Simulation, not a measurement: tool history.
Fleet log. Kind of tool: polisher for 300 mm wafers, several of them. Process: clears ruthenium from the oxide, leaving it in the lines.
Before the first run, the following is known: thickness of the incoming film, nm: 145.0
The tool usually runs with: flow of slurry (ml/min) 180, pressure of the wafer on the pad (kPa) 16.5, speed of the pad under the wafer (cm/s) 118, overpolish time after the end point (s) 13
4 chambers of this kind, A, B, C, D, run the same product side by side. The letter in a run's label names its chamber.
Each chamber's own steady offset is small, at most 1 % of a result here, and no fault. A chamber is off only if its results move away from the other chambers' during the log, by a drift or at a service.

run,hour,flow of slurry (ml/min),pressure of the wafer on the pad (kPa),speed of the pad under the wafer (cm/s),overpolish time after the end point (s),time until the end point was called (s)
1D,6.5,180,16.5,118,13,76.287
2A,13.1,180,16.5,118,13,76.912
3C,17.1,180,16.5,118,13,77.413
# hour 18.1: chamber B: worn pad replaced by a new one
4B,22.1,180,16.5,118,13,77.787
5A,27.3,180,16.5,118,13,77.397
# hour 29.6: chamber D: worn pad replaced by a new one
6D,31.8,180,16.5,118,13,75.987
7B,38.8,180,16.5,118,13,77.815
8C,44.2,180,16.5,118,13,76.544
# hour 45.5: chamber A: slurry nozzle cleaned
9D,49.8,180,16.5,118,13,75.269
# hour 55.8: chamber A: worn pad replaced by a new one
10A,56.5,180,16.5,118,13,76.677
11C,61.9,180,16.5,118,13,79.419
12B,67.8,180,16.5,118,13,78.521
13B,74.8,180,16.5,118,13,78.77
14A,79.1,180,16.5,118,13,76.755
15C,85.3,180,16.5,118,13,80.991
# hour 87.7: chamber B: worn pad replaced by a new one
16D,88.6,180,16.5,118,13,76.989
17A,94.9,180,16.5,118,13,75.358
18C,101.8,210,11.7,118,13,111.94
19B,105.9,210,11.7,118,13,105.1
20D,111.4,210,11.7,118,13,104.82
# hour 111.9: chamber D: worn pad replaced by a new one
# hour 116.6: chamber B: slurry nozzle cleaned
21C,116.8,210,11.7,118,13,115.3
22D,121.6,180,16.5,118,13,74.807
23A,128.2,180,16.5,118,13,75.881
24B,134.3,180,16.5,118,13,77.521

Next, every chamber runs the same settings. What will each give?
25A,139.6,180,16.5,118,13,?
25B,139.6,180,16.5,118,13,?
25C,139.6,180,16.5,118,13,?
25D,139.6,180,16.5,118,13,?

run,time until the end point was called (s)
25A,76.068
25B,78.253
25C,82.992
25D,75.755
